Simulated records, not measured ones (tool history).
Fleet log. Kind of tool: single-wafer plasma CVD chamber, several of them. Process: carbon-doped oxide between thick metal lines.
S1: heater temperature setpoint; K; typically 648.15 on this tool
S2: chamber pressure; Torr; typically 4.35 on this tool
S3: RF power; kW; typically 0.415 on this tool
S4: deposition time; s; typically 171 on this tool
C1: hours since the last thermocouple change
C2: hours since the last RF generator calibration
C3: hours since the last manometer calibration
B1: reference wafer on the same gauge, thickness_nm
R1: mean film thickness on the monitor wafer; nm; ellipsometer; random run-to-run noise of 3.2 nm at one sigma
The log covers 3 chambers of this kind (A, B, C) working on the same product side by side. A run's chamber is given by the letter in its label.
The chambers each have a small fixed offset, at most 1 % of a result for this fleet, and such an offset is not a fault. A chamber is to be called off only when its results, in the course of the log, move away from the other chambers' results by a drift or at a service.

run   hour      S1    S2     S3   S4      C1      C2     C3      B1      R1
 1B    4.3  648.15  4.35  0.415  171  1146.3  2381.4   58.6  773.41  707.13
 2A    8.2  648.15  4.35  0.415  171   663.1  1627.5  133.9  773.31  698.96
 3C   11.5  648.15  4.35  0.415  171   793.9   509.2  884.8  772.69  695.78
 4A   16.0  648.15  4.35  0.415  171   670.9  1635.3  141.7  772.37  700.08
 5B   19.7  648.15  4.35  0.415  171  1161.7  2396.8   74.0  773.11  708.03
 6C   24.9  648.15  4.35  0.415  171   807.3   522.6  898.2  773.31  698.08
 7B   29.1  648.15  4.35  0.415  171  1171.1  2406.2   83.4  773.22  712.02
 8C   33.2  648.15  4.35  0.415  171   815.6   530.9  906.5  773.10  693.72
 9A   40.0  648.15  4.35  0.415  171   694.9  1659.3  165.7  772.67  692.27
10C   46.8  648.15  4.35  0.415  171   829.2   544.5  920.1  773.47  691.16
11B   53.3  648.15  4.35  0.415  171  1195.3  2430.4  107.6  773.04  705.80
12A   57.6  648.15  4.35  0.415  171   712.5  1676.9  183.3  773.39  689.84
13A   63.8  648.15  4.35  0.415  171   718.7  1683.1  189.5  772.87  688.34
14C   67.8  648.15  4.35  0.415  171   850.2   565.5  941.1  774.25  689.61
15B   73.6  648.15  4.35  0.415  171  1215.6  2450.7  127.9  773.41  706.32
16B   79.1  648.15  4.35  0.415  171  1221.1  2456.2  133.4  773.55  706.92
17A   83.6  648.15  4.35  0.415  171   738.5  1702.9  209.3  772.62  676.93
18C   87.6  648.15  4.35  0.415  171   870.0   585.3  960.9  774.03  696.82
19B   94.0  648.15  4.35  0.415  171  1236.0  2471.1  148.3  772.55  706.83
20A   99.3  648.15  4.35  0.415  171   754.2  1718.6  225.0  773.69  669.37
21C  104.9  657.15  4.35  0.415  171   887.3   602.6  978.2  773.22  680.70
22C  109.8  657.15  4.35  0.415  171   892.2   607.5  983.1  773.32  686.44
23A  116.0  657.15  4.35  0.415  171   770.9  1735.3  241.7  773.27  651.13

The same settings go to every chamber for the next run, one line per chamber below. Forecast the results for each:
24A  121.0  648.15  4.35  0.415  171                   ?
24B  121.0  648.15  4.35  0.415  171                   ?
24C  121.0  648.15  4.35  0.415  171                   ?

run      R1
24A  662.47
24B  705.57
24C  690.41
